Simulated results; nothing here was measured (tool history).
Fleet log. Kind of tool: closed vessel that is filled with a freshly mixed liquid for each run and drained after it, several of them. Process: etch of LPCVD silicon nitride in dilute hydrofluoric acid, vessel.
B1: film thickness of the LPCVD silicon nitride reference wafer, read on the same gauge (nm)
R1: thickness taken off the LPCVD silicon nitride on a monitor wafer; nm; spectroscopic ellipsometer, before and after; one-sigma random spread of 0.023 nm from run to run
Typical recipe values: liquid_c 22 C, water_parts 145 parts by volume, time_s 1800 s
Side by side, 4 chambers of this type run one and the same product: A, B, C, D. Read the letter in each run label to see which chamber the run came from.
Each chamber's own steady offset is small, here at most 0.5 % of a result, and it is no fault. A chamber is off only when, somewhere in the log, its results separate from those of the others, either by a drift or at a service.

Run 1D, hour 6.5: usual settings; B1 99.993. Result: R1 4.8801 nm.
Run 2C, hour 20.5: usual settings; B1 100.01. Result: R1 4.9119 nm.
Run 3B, hour 31.1: usual settings; B1 99.971. Result: R1 4.9119 nm.
Run 4A, hour 43.2: usual settings; B1 100.02. Result: R1 4.9659 nm.
Run 5B, hour 57.7: usual settings; B1 99.985. Result: R1 4.9126 nm.
Run 6A, hour 67.5: usual settings; B1 99.99. Result: R1 4.9778 nm.
At hour 77.5: chamber D: thermometer replaced.
Run 7D, hour 81.9: usual settings; B1 100.01. Result: R1 4.9265 nm.
Run 8C, hour 89.8: usual settings; B1 99.989. Result: R1 4.9724 nm.
Run 9B, hour 96.5: usual settings but liquid_c 19 C; B1 99.977. Result: R1 4.0228 nm.
Run 10A, hour 111.3: usual settings but liquid_c 19 C; B1 99.991. Result: R1 4.0385 nm.
Run 11D, hour 120.3: usual settings but liquid_c 19 C; B1 100. Result: R1 3.9975 nm.
Run 12C, hour 129.2: usual settings but liquid_c 19 C; B1 100.01. Result: R1 4.0743 nm.
Run 13A, hour 138.5: usual settings but time_s 1095 s; B1 99.998. Result: R1 3.0088 nm.
Run 14C, hour 148.1: usual settings but time_s 1095 s; B1 100.02. Result: R1 3.0231 nm.
Run 15D, hour 160.2: usual settings but time_s 1095 s; B1 100.01. Result: R1 2.9917 nm.
Run 16B, hour 173.2: usual settings but time_s 1095 s; B1 99.981. Result: R1 2.9814 nm.
Run 17A, hour 182.4: usual settings; B1 100.01. Result: R1 4.9584 nm.
Run 18C, hour 197: usual settings; B1 100. Result: R1 5.018 nm.
Run 19D, hour 206.6: usual settings; B1 99.992. Result: R1 4.9294 nm.
Run 20B, hour 220.8: usual settings; B1 99.987. Result: R1 4.8896 nm.
Run 21C, hour 229.1: usual settings; B1 99.996. Result: R1 5.0289 nm.
Run 22B, hour 237.7: usual settings; B1 99.991. Result: R1 4.9343 nm.
Run 23D, hour 244.3: usual settings; B1 100.01. Result: R1 4.8893 nm.
Run 24A, hour 254.9: usual settings; B1 99.994. Result: R1 5.0051 nm.
Run 25D, hour 262.5: usual settings; B1 99.988. Result: R1 4.8872 nm.
Run 26C, hour 269: usual settings; B1 99.998. Result: R1 5.0573 nm.
At hour 269.2: chamber D: hydrofluoric acid flow meter replaced.
Run 27B, hour 281.1: usual settings; B1 100. Result: R1 4.9003 nm.
Run 28A, hour 290.1: usual settings; B1 100.01. Result: R1 4.959 nm.
Run 29D, hour 298.4: usual settings; B1 100.01. Result: R1 4.8835 nm.
Run 30C, hour 309.2: usual settings; B1 100. Result: R1 5.1071 nm.
At hour 320.8: chamber A: hydrofluoric acid flow meter replaced.
Run 31A, hour 321.2: usual settings; B1 99.998. Result: R1 4.9343 nm.
Run 32B, hour 333.6: usual settings; B1 100.01. Result: R1 4.9102 nm.
Run 33D, hour 340: usual settings; B1 100.01. Result: R1 4.911 nm.
Run 34A, hour 348.5: usual settings; B1 99.991. Result: R1 4.8988 nm.
Run 35C, hour 357.1: usual settings; B1 99.986. Result: R1 5.1004 nm.
Run 36B, hour 371.9: usual settings; B1 100. Result: R1 4.9267 nm.
Run 37C, hour 380.1: usual settings; B1 99.999. Result: R1 5.1542 nm.
Run 38B, hour 387.1: usual settings; B1 100.01. Result: R1 4.843 nm.
Run 39A, hour 398.6: usual settings; B1 99.98. Result: R1 4.9108 nm.
Run 40D, hour 407.9: usual settings; B1 99.987. Result: R1 4.9294 nm.
Run 41C, hour 420.4: usual settings; B1 99.991. Result: R1 5.142 nm.

Is one chamber out of step, is the gauge drifting, or do the chambers differ by no more than their own small offsets? For an off chamber, give its letter and the likeliest cause.

Chamber C drifts away from the others.
Likeliest cause: hydrofluoric acid flow above the setpoint (%) = 4.92.
The log might look much the same if the cause were instead: liquid hotter than its thermometer reads (K).

Below are 4 candidate recipes for chamber C's next run, each the usual settings with a change, their results shown as question marks. Which of them brings C's results back in line with what the other chambers give on the usual settings?
In line means no further than this from the other chambers' mean on the usual settings: R1 0.079 nm
Run 42C-1, hour 431: usual settings but time_s 1825 s. Result: R1 ?.
Run 42C-2, hour 431: usual settings but time_s 1885 s. Result: R1 ?.
Run 42C-3, hour 431: usual settings but time_s 1715 s. Result: R1 ?.
Run 42C-4, hour 431: usual settings but time_s 1765 s. Result: R1 ?.

What the other chambers average on the usual settings: R1 4.919 nm
  run      R1
42C-1  5.2548
42C-2  5.4276
42C-3  4.9381
42C-4   5.082
42C-3 brings the chamber back in line.
